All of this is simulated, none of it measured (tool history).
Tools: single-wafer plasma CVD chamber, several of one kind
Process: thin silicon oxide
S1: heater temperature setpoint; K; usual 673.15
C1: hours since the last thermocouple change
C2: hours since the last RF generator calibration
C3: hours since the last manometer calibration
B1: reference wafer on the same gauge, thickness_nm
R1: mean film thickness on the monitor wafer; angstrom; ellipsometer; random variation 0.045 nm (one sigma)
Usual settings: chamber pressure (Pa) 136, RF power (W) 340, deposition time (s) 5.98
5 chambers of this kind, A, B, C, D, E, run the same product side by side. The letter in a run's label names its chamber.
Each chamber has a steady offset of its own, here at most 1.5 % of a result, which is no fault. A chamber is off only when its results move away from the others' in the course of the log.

run 1C hour=4.1 | S1=673.15 chamber_pressure_(Pa)=136 RF_power_(W)=340 deposition_time_(s)=5.98 | C1=1536.9 C2=367.4 C3=543.0 | B1=13.511 | R1=142.59
run 2A hour=8.0 | S1=673.15 chamber_pressure_(Pa)=136 RF_power_(W)=340 deposition_time_(s)=5.98 | C1=709.8 C2=1835.1 C3=1019.3 | B1=13.508 | R1=143.42
run 3E hour=14.8 | S1=673.15 chamber_pressure_(Pa)=136 RF_power_(W)=340 deposition_time_(s)=5.98 | C1=1897.2 C2=1457.2 C3=399.3 | B1=13.501 | R1=140.89
run 4D hour=21.4 | S1=673.15 chamber_pressure_(Pa)=136 RF_power_(W)=340 deposition_time_(s)=5.98 | C1=770.6 C2=866.2 C3=1146.4 | B1=13.496 | R1=142.21
run 5B hour=24.7 | S1=673.15 chamber_pressure_(Pa)=136 RF_power_(W)=340 deposition_time_(s)=5.98 | C1=1463.4 C2=137.1 C3=841.0 | B1=13.490 | R1=142.47
run 6E hour=28.2 | S1=673.15 chamber_pressure_(Pa)=136 RF_power_(W)=340 deposition_time_(s)=5.98 | C1=1910.6 C2=1470.6 C3=412.7 | B1=13.498 | R1=140.91
run 7D hour=34.7 | S1=673.15 chamber_pressure_(Pa)=136 RF_power_(W)=340 deposition_time_(s)=5.98 | C1=783.9 C2=879.5 C3=1159.7 | B1=13.496 | R1=141.71
run 8A hour=39.8 | S1=673.15 chamber_pressure_(Pa)=136 RF_power_(W)=340 deposition_time_(s)=5.20 | C1=741.6 C2=1866.9 C3=1051.1 | B1=13.500 | R1=124.77
run 9C hour=44.1 | S1=673.15 chamber_pressure_(Pa)=136 RF_power_(W)=340 deposition_time_(s)=5.20 | C1=1576.9 C2=407.4 C3=583.0 | B1=13.491 | R1=123.93
run 10B hour=48.1 | S1=673.15 chamber_pressure_(Pa)=136 RF_power_(W)=340 deposition_time_(s)=5.20 | C1=1486.8 C2=160.5 C3=864.4 | B1=13.498 | R1=123.25
-- hour=50.2 chamber A: RF generator calibrated
run 11E hour=54.5 | S1=673.15 chamber_pressure_(Pa)=136 RF_power_(W)=340 deposition_time_(s)=5.20 | C1=1936.9 C2=1496.9 C3=439.0 | B1=13.503 | R1=123.18
run 12D hour=60.4 | S1=673.15 chamber_pressure_(Pa)=136 RF_power_(W)=340 deposition_time_(s)=5.20 | C1=809.6 C2=905.2 C3=1185.4 | B1=13.501 | R1=123.10
run 13A hour=66.2 | S1=673.15 chamber_pressure_(Pa)=136 RF_power_(W)=340 deposition_time_(s)=5.98 | C1=768.0 C2=16.0 C3=1077.5 | B1=13.515 | R1=143.05
run 14C hour=72.6 | S1=673.15 chamber_pressure_(Pa)=136 RF_power_(W)=340 deposition_time_(s)=5.98 | C1=1605.4 C2=435.9 C3=611.5 | B1=13.495 | R1=142.61
run 15B hour=78.6 | S1=673.15 chamber_pressure_(Pa)=136 RF_power_(W)=340 deposition_time_(s)=5.98 | C1=1517.3 C2=191.0 C3=894.9 | B1=13.511 | R1=141.51
run 16B hour=85.2 | S1=673.15 chamber_pressure_(Pa)=136 RF_power_(W)=340 deposition_time_(s)=5.98 | C1=1523.9 C2=197.6 C3=901.5 | B1=13.496 | R1=141.43
run 17E hour=91.8 | S1=673.15 chamber_pressure_(Pa)=136 RF_power_(W)=340 deposition_time_(s)=5.98 | C1=1974.2 C2=1534.2 C3=476.3 | B1=13.501 | R1=140.68
run 18A hour=96.6 | S1=673.15 chamber_pressure_(Pa)=136 RF_power_(W)=340 deposition_time_(s)=5.98 | C1=798.4 C2=46.4 C3=1107.9 | B1=13.495 | R1=142.44
run 19D hour=101.1 | S1=673.15 chamber_pressure_(Pa)=136 RF_power_(W)=340 deposition_time_(s)=5.98 | C1=850.3 C2=945.9 C3=1226.1 | B1=13.491 | R1=142.18
run 20C hour=106.8 | S1=673.15 chamber_pressure_(Pa)=136 RF_power_(W)=340 deposition_time_(s)=5.98 | C1=1639.6 C2=470.1 C3=645.7 | B1=13.505 | R1=142.08
run 21C hour=110.2 | S1=673.15 chamber_pressure_(Pa)=136 RF_power_(W)=340 deposition_time_(s)=5.98 | C1=1643.0 C2=473.5 C3=649.1 | B1=13.491 | R1=142.31
-- hour=113.0 chamber E: RF generator calibrated
run 22B hour=113.7 | S1=673.15 chamber_pressure_(Pa)=136 RF_power_(W)=340 deposition_time_(s)=5.98 | C1=1552.4 C2=226.1 C3=930.0 | B1=13.494 | R1=142.45
run 23A hour=118.5 | S1=673.15 chamber_pressure_(Pa)=136 RF_power_(W)=340 deposition_time_(s)=5.98 | C1=820.3 C2=68.3 C3=1129.8 | B1=13.506 | R1=142.80
run 24D hour=122.6 | S1=673.15 chamber_pressure_(Pa)=136 RF_power_(W)=340 deposition_time_(s)=5.98 | C1=871.8 C2=967.4 C3=1247.6 | B1=13.491 | R1=142.44
run 25E hour=126.9 | S1=673.15 chamber_pressure_(Pa)=136 RF_power_(W)=340 deposition_time_(s)=5.98 | C1=2009.3 C2=13.9 C3=511.4 | B1=13.500 | R1=141.34
run 26E hour=130.3 | S1=673.15 chamber_pressure_(Pa)=136 RF_power_(W)=400 deposition_time_(s)=5.98 | C1=2012.7 C2=17.3 C3=514.8 | B1=13.510 | R1=149.15
run 27A hour=137.3 | S1=673.15 chamber_pressure_(Pa)=136 RF_power_(W)=400 deposition_time_(s)=5.98 | C1=839.1 C2=87.1 C3=1148.6 | B1=13.494 | R1=152.03
run 28B hour=144.5 | S1=673.15 chamber_pressure_(Pa)=136 RF_power_(W)=400 deposition_time_(s)=5.98 | C1=1583.2 C2=256.9 C3=960.8 | B1=13.503 | R1=150.90
run 29C hour=147.9 | S1=673.15 chamber_pressure_(Pa)=136 RF_power_(W)=400 deposition_time_(s)=5.98 | C1=1680.7 C2=511.2 C3=686.8 | B1=13.496 | R1=151.70
run 30D hour=152.6 | S1=673.15 chamber_pressure_(Pa)=136 RF_power_(W)=400 deposition_time_(s)=5.98 | C1=901.8 C2=997.4 C3=1277.6 | B1=13.502 | R1=150.68
run 31B hour=159.2 | S1=673.15 chamber_pressure_(Pa)=136 RF_power_(W)=340 deposition_time_(s)=5.98 | C1=1597.9 C2=271.6 C3=975.5 | B1=13.495 | R1=141.71
run 32C hour=163.2 | S1=673.15 chamber_pressure_(Pa)=136 RF_power_(W)=340 deposition_time_(s)=5.98 | C1=1696.0 C2=526.5 C3=702.1 | B1=13.510 | R1=141.78
run 33D hour=167.9 | S1=673.15 chamber_pressure_(Pa)=136 RF_power_(W)=340 deposition_time_(s)=5.98 | C1=917.1 C2=1012.7 C3=1292.9 | B1=13.500 | R1=142.87
run 34A hour=172.4 | S1=673.15 chamber_pressure_(Pa)=136 RF_power_(W)=340 deposition_time_(s)=5.98 | C1=874.2 C2=122.2 C3=1183.7 | B1=13.505 | R1=143.25
run 35E hour=175.8 | S1=673.15 chamber_pressure_(Pa)=136 RF_power_(W)=340 deposition_time_(s)=5.98 | C1=2058.2 C2=62.8 C3=560.3 | B1=13.492 | R1=140.76
run 36A hour=179.4 | S1=673.15 chamber_pressure_(Pa)=136 RF_power_(W)=340 deposition_time_(s)=5.98 | C1=881.2 C2=129.2 C3=1190.7 | B1=13.500 | R1=143.57
run 37D hour=185.0 | S1=673.15 chamber_pressure_(Pa)=136 RF_power_(W)=340 deposition_time_(s)=5.98 | C1=934.2 C2=1029.8 C3=1310.0 | B1=13.515 | R1=140.96

All 5 chambers run these settings next. Forecast each chamber's results:
run 38A hour=190.3 | S1=673.15 chamber_pressure_(Pa)=136 RF_power_(W)=360 deposition_time_(s)=5.98 | R1=?
run 38B hour=190.3 | S1=673.15 chamber_pressure_(Pa)=136 RF_power_(W)=360 deposition_time_(s)=5.98 | R1=?
run 38C hour=190.3 | S1=673.15 chamber_pressure_(Pa)=136 RF_power_(W)=360 deposition_time_(s)=5.98 | R1=?
run 38D hour=190.3 | S1=673.15 chamber_pressure_(Pa)=136 RF_power_(W)=360 deposition_time_(s)=5.98 | R1=?
run 38E hour=190.3 | S1=673.15 chamber_pressure_(Pa)=136 RF_power_(W)=360 deposition_time_(s)=5.98 | R1=?

run=38A R1=146.15
run=38B R1=145.21
run=38C R1=145.55
run=38D R1=144.52
run=38E R1=144.78

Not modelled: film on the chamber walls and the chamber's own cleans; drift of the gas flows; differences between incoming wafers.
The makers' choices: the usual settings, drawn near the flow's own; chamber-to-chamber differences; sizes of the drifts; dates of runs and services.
